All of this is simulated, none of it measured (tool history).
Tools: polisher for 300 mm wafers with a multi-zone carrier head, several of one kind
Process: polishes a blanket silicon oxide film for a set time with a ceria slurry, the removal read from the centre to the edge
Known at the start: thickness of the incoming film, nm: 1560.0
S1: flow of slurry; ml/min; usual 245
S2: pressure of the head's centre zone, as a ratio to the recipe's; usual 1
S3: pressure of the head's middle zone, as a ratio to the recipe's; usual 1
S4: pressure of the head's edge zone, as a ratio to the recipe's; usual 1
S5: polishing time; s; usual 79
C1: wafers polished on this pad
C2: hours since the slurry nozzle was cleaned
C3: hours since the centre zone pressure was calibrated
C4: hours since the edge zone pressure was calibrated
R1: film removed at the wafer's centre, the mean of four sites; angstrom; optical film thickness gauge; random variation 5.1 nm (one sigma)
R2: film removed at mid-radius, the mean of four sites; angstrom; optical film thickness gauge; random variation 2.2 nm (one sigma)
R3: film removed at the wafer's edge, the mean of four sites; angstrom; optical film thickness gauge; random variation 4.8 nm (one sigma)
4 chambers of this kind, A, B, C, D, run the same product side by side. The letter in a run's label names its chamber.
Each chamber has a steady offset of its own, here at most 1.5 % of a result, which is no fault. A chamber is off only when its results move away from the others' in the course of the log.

run	hour	S1	S2	S3	S4	S5	C1	C2	C3	C4	R1	R2	R3
# hour 0.2: chamber C: slurry nozzle cleaned
1B	2.7	245	1	1	1	79	44	211.5	60.1	517.1	3415.1	3427.9	3485.7
2C	5	245	1	1	1	79	391	4.9	922.6	375.4	3465.7	3502.4	3458.2
3A	8.7	245	1	1	1	79	619	193	481.8	54.3	3363.4	3382.8	3387.5
4D	10.6	245	1	1	1	79	263	148.1	730.1	740.9	3360.6	3393.9	3340.6
# hour 13.7: chamber A: worn pad replaced by a new one
5C	14.2	245	1	1	1	79	495	14.1	931.8	384.6	3338.6	3440	3393.6
6B	17.7	245	1	1	1	79	214	226.5	75.1	532.1	3398.9	3448.9	3468.7
7A	21.6	245	0.93	1	1	79	90	205.9	494.7	67.2	3114.5	3416.4	3456.8
8D	24.4	245	0.93	1	1	79	419	161.9	743.9	754.7	3238.5	3397.7	3343.4
9A	27.2	245	0.93	1	1	79	153	211.5	500.3	72.8	3100.5	3403.6	3451.6
10B	29	245	0.93	1	1	79	342	237.8	86.4	543.4	3095.3	3408.9	3403.9
11D	32.8	245	1	1	1.04	102	515	170.3	752.3	763.1	4478.4	4386.8	4458.9
# hour 35.3: chamber A: centre zone pressure recalibrated
12C	36.1	245	1	1	1.04	102	743	36	953.7	406.5	4343	4468.1	4595.4
13D	38.9	245	1	1	1.04	102	584	176.4	758.4	769.2	4392.7	4441.4	4537
14A	42	245	1	1	1.04	102	321	226.3	6.7	87.6	4864.5	4416.8	4436.5
15B	45.8	245	1	1.05	1	63	532	254.6	103.2	560.2	2737	2880.2	2720.9
16C	48.1	245	1	1.05	1	63	879	48	965.7	418.5	2814.7	2853.8	2776.4
17B	50.4	245	1	1.05	1	63	584	259.2	107.8	564.8	2736.4	2833.8	2719.9
# hour 52.4: chamber B: worn pad replaced by a new one
18D	53.1	245	1	1.05	1	63	744	190.6	772.6	783.4	2717.6	2842.4	2709.8
19A	57.3	245	1	1	1	79	494	241.6	22	102.9	3802.2	3427.7	3484.4
20C	59.9	245	1	1	1	79	1012	59.8	977.5	430.3	3380.3	3462.5	3423.8
21A	62.5	245	1	1	1	79	553	246.8	27.2	108.1	3788.1	3362	3434.9
22B	64.8	290	0.95	1	1	79	141	273.6	122.2	579.2	3242.6	3526.5	3538.7
23C	67.6	290	0.95	1	1	79	1099	67.5	985.2	438	3195.5	3487.5	3512
24D	70	290	0.95	1	1	79	936	207.5	789.5	800.3	3296.6	3444.5	3435.9
25B	72.9	290	0.95	1	1	79	233	281.7	130.3	587.3	3241.8	3497.7	3356.3
26C	75.6	245	1	1	1	79	1190	75.5	993.2	446	3365.7	3476.9	3493.6
# hour 76.3: chamber A: worn pad replaced by a new one
# hour 79.4: chamber C: worn pad replaced by a new one
27D	79.8	245	1	1	1	79	1047	217.3	799.3	810.1	3482.2	3386.8	3335.8
28A	82.4	245	1	1	1	79	69	266.7	47.1	128	3713	3363.4	3490.3
29A	86.3	245	1	1	1	79	113	270.6	51	131.9	3824.4	3397.4	3428.1
# hour 87.3: chamber D: worn pad replaced by a new one
30D	90.3	245	1	1	1	79	34	227.8	809.8	820.6	3357.8	3412.3	3322.3
31C	94.2	165	1	1.1	1	79	168	94.1	1011.8	464.6	3180.7	3576.1	3293.6
32B	97.4	165	1	1.1	1	79	510	306.2	154.8	611.8	3221	3526.4	3244.2
33C	101.2	165	1	1.1	1	79	247	101.1	1018.8	471.6	3235	3584.5	3242.1
34D	104.1	165	1	1.1	1	79	190	241.6	823.6	834.4	3201	3505.3	3174.2
# hour 105.1: chamber B: worn pad replaced by a new one
35B	106.9	245	0.95	1	1	59	21	315.7	164.3	621.3	2408.2	2564.1	2523.2
36A	109.1	245	0.95	1	1	59	371	293.4	73.8	154.7	2658.8	2555.3	2592.7
37D	112	245	0.95	1	1	59	280	249.5	831.5	842.3	2397.2	2558.7	2539.1
38C	115.1	245	0.95	1	1	59	404	115	1032.7	485.5	2375.3	2555.8	2552.2

All 4 chambers run these settings next. Forecast each chamber's results:
39A	118.1	245	1	1	1	79					?	?	?
39B	118.1	245	1	1	1	79					?	?	?
39C	118.1	245	1	1	1	79					?	?	?
39D	118.1	245	1	1	1	79					?	?	?

run	R1	R2	R3
39A	3813.5	3388.1	3468.7
39B	3436.1	3443.1	3526.6
39C	3407.8	3433.2	3341.4
39D	3464.4	3375.4	3397.2
